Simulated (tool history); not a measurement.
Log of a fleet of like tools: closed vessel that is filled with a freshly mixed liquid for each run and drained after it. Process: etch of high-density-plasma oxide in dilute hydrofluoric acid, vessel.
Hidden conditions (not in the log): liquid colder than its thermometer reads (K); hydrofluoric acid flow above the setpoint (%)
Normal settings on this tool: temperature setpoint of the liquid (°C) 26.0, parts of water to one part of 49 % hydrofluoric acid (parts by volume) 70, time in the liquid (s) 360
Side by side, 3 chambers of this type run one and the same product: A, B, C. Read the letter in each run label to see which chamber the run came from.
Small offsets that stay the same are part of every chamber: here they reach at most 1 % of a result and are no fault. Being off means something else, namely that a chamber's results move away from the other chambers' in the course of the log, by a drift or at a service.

run	day	temperature setpoint of the liquid (°C)	parts of water to one part of 49 % hydrofluoric acid (parts by volume)	time in the liquid (s)	hours since the thermometer was replaced	hours since the hydrofluoric acid flow meter was replaced	read-back film thickness of the high-density-plasma oxide reference wafer, read on the same gauge (nm)	thickness taken off the high-density-plasma oxide on a monitor wafer (Å)
# day 0.088: chamber A: thermometer replaced
1C	0.167	26.0	70	360	475.9	572.6	90.001	470.81
2B	0.408	26.0	70	360	2555.1	229.8	89.982	467.77
3A	0.604	26.0	70	360	12.4	289.1	90.030	466.41
4C	0.933	26.0	70	360	494.3	591.0	89.997	477.69
5A	1.258	26.0	45	290	28.1	304.8	89.984	601.64
6B	1.617	26.0	45	290	2584.1	258.8	89.973	605.97
7C	1.817	26.0	45	290	515.5	612.2	90.004	617.07
8A	1.975	29.5	70	160	45.3	322.0	90.023	242.22
9B	2.171	29.5	70	160	2597.4	272.1	89.989	237.68
10A	2.483	29.5	70	160	57.5	334.2	90.007	242.48
# day 2.650: chamber C: hydrofluoric acid flow meter replaced
11B	2.750	26.0	70	360	2611.3	286.0	90.025	473.05
12C	2.946	26.0	70	360	542.6	7.2	90.018	470.08
13C	3.283	26.0	70	360	550.7	15.3	89.990	476.42
14B	3.583	26.0	70	360	2631.3	306.0	89.971	470.91
15A	3.792	26.0	50	360	88.9	365.6	89.973	680.37
16B	4.058	26.0	50	360	2642.7	317.4	89.988	684.29
17C	4.388	26.0	50	360	577.2	41.8	90.023	678.69
18A	4.700	26.0	70	360	110.7	387.4	89.992	470.51
19B	5.012	30.0	70	360	2665.6	340.3	90.006	555.89
20C	5.171	30.0	70	360	596.0	60.6	89.995	552.44
21A	5.454	30.0	70	360	128.8	405.5	89.994	548.12
22B	5.621	26.0	70	360	2680.2	354.9	89.990	479.86
23C	5.938	26.0	70	360	614.4	79.0	90.037	469.56
24A	6.167	26.0	70	360	145.9	422.6	89.962	469.45
25B	6.467	26.0	70	360	2700.5	375.2	90.003	486.25
26C	6.829	26.0	70	360	635.8	100.4	89.990	475.80
27A	7.108	26.0	70	360	168.5	445.2	89.996	461.85
28C	7.400	26.0	70	360	649.5	114.1	90.018	474.58
29B	7.729	26.0	70	360	2730.8	405.5	90.019	481.63
30A	7.971	26.0	70	360	189.2	465.9	89.989	471.61
31C	8.200	26.0	80	360	668.7	133.3	89.989	410.89
32B	8.538	26.0	80	360	2750.2	424.9	89.986	420.38
33A	8.771	26.0	80	360	208.4	485.1	89.984	409.29
34C	9.121	26.0	70	360	690.8	155.4	89.973	470.24
35B	9.296	26.0	70	360	2768.4	443.1	89.989	495.65
36A	9.571	26.0	70	360	227.6	504.3	89.988	475.03
37B	9.850	26.0	70	360	2781.7	456.4	89.991	488.71
38C	10.008	26.0	70	360	712.1	176.7	90.002	468.40
39A	10.196	26.0	70	360	242.6	519.3	89.993	477.18
40C	10.354	26.0	70	360	720.4	185.0	90.023	474.83

Is one chamber out of step, is the gauge drifting, or do the chambers differ by no more than their own small offsets? For an off chamber, give its letter and the likeliest cause.

Chamber B drifts away from the others.
Cause: hydrofluoric acid flow above the setpoint (%) = 5.72.
It could be hard to tell apart here from: liquid hotter than its thermometer reads (K).

Which of the 4 candidates below, each the usual settings with something changed and its results left as question marks, puts chamber B back in line with what the other chambers give on the usual settings?
Maximum distance from the other chambers' mean on the usual settings for a result to count as in line: thickness taken off the high-density-plasma oxide on a monitor wafer (Å) 14.00
41B-1	10.612	26.0	70	345				?
41B-2	10.612	26.0	70	375				?
41B-3	10.612	26.5	65	360				?
41B-4	10.612	26.0	70	325				?

Average result of the remaining chambers running the usual settings: thickness taken off the high-density-plasma oxide on a monitor wafer (Å) 473.67
run	thickness taken off the high-density-plasma oxide on a monitor wafer (Å)
41B-1	475.62
41B-2	516.97
41B-3	549.21
41B-4	448.04
With 41B-1, the chamber falls back in line with the rest.
